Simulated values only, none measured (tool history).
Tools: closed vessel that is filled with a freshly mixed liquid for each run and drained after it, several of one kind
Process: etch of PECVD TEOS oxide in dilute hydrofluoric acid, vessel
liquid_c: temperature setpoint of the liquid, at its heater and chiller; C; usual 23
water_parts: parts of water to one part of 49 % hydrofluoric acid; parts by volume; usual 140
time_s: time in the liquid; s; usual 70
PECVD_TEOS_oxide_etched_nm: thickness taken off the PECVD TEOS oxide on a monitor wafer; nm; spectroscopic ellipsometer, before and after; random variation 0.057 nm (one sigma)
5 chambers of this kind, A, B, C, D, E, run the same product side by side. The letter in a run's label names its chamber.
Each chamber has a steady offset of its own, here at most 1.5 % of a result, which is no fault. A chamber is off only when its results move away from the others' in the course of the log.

run   hour  liquid_c  water_parts  time_s  hours since the thermometer was replaced  hours since the hydrofluoric acid flow meter was replaced  read-back film thickness of the PECVD TEOS oxide reference wafer, read on the same gauge (nm)  PECVD_TEOS_oxide_etched_nm
 1C   12.5        23          140      70                                     154.4                                                        795                                                                                         40.007                      6.6705
 2A   22.5        23          140      70                                    1152.3                                                     1485.4                                                                                         40.022                      6.5705
 3E   33.7        23          140      70                                     901.7                                                     2231.6                                                                                         39.993                      6.4468
 4D   46.5        23          140      70                                     938.6                                                      206.2                                                                                         39.984                       6.626
 5B   57.8        23          140      70                                       809                                                     1431.8                                                                                         39.999                      6.5864
 6C   69.6        23          140      70                                     211.5                                                      852.1                                                                                          40.02                      6.6466
      73.7  -- chamber E: hydrofluoric acid flow meter replaced
 7A   80.9        23          140      70                                    1210.7                                                     1543.8                                                                                         40.024                      6.4702
 8D   90.5        23          140      70                                     982.6                                                      250.2                                                                                         40.025                      6.5221
 9E   98.3        23          140      70                                     966.3                                                       24.7                                                                                         39.998                      6.5638
10B  111.2        25          200      70                                     862.4                                                     1485.2                                                                                         39.987                      4.6992
11D  120.7        25          200      70                                    1012.8                                                      280.4                                                                                         40.018                       4.655
12B    134        25          200      70                                     885.2                                                       1508                                                                                         40.005                      4.6678
13C    146        25          200      70                                     287.9                                                      928.5                                                                                         39.974                      4.6136
14E  157.2        25          200      70                                    1025.2                                                       83.6                                                                                         40.025                      4.6369
     157.9  -- chamber B: hydrofluoric acid flow meter replaced
15A  163.2        23          140      70                                      1293                                                     1626.1                                                                                         40.001                      6.5667
16C  174.4        23          140      70                                     316.3                                                      956.9                                                                                         40.009                      6.4943
17B  183.3        23          140      55                                     934.5                                                       25.4                                                                                         40.024                      5.3254
18E  195.6        23          140      55                                    1063.6                                                        122                                                                                         39.993                      5.1493
19D  205.5        23          140      55                                    1097.6                                                      365.2                                                                                         40.004                      5.1571
20A  218.9        23          140      55                                    1348.7                                                     1681.8                                                                                          40.01                      5.0883
21C  225.9        23          140      55                                     367.8                                                     1008.4                                                                                         40.038                      5.2188
22B  236.7        23          140      70                                     987.9                                                       78.8                                                                                         40.024                      6.7385
23D  248.9        23          140      70                                      1141                                                      408.6                                                                                         40.007                      6.5402
24A  256.9        23          140      70                                    1386.7                                                     1719.8                                                                                         40.011                      6.5492
25E    269        23          140      70                                      1137                                                      195.4                                                                                         40.039                      6.4551
26C  280.9        27          140      70                                     422.8                                                     1063.4                                                                                         39.978                      7.6061
27D  287.6        27          140      70                                    1179.7                                                      447.3                                                                                         39.993                      7.6434
28E  298.6        27          140      70                                    1166.6                                                        225                                                                                         39.997                       7.598
29B  311.3        27          140      70                                    1062.5                                                      153.4                                                                                         39.983                      8.1719
30A  319.1        27          140      70                                    1448.9                                                       1782                                                                                         39.996                      7.6736
31E  332.1        23          140      70                                    1200.1                                                      258.5                                                                                         39.984                      6.5946
32B  344.4        23          140      70                                    1095.6                                                      186.5                                                                                         39.975                      7.2253
33D  352.4        23          140      70                                    1244.5                                                      512.1                                                                                         39.994                      6.6657

Next, every chamber runs the same settings. What will each give?
34A  362.3        23          140      90                                                                                                                                                                                                                               ?
34B  362.3        23          140      90                                                                                                                                                                                                                               ?
34C  362.3        23          140      90                                                                                                                                                                                                                               ?
34D  362.3        23          140      90                                                                                                                                                                                                                               ?
34E  362.3        23          140      90                                                                                                                                                                                                                               ?

run  PECVD_TEOS_oxide_etched_nm
34A                      8.4277
34B                      9.2375
34C                       8.492
34D                      8.5011
34E                      8.3893
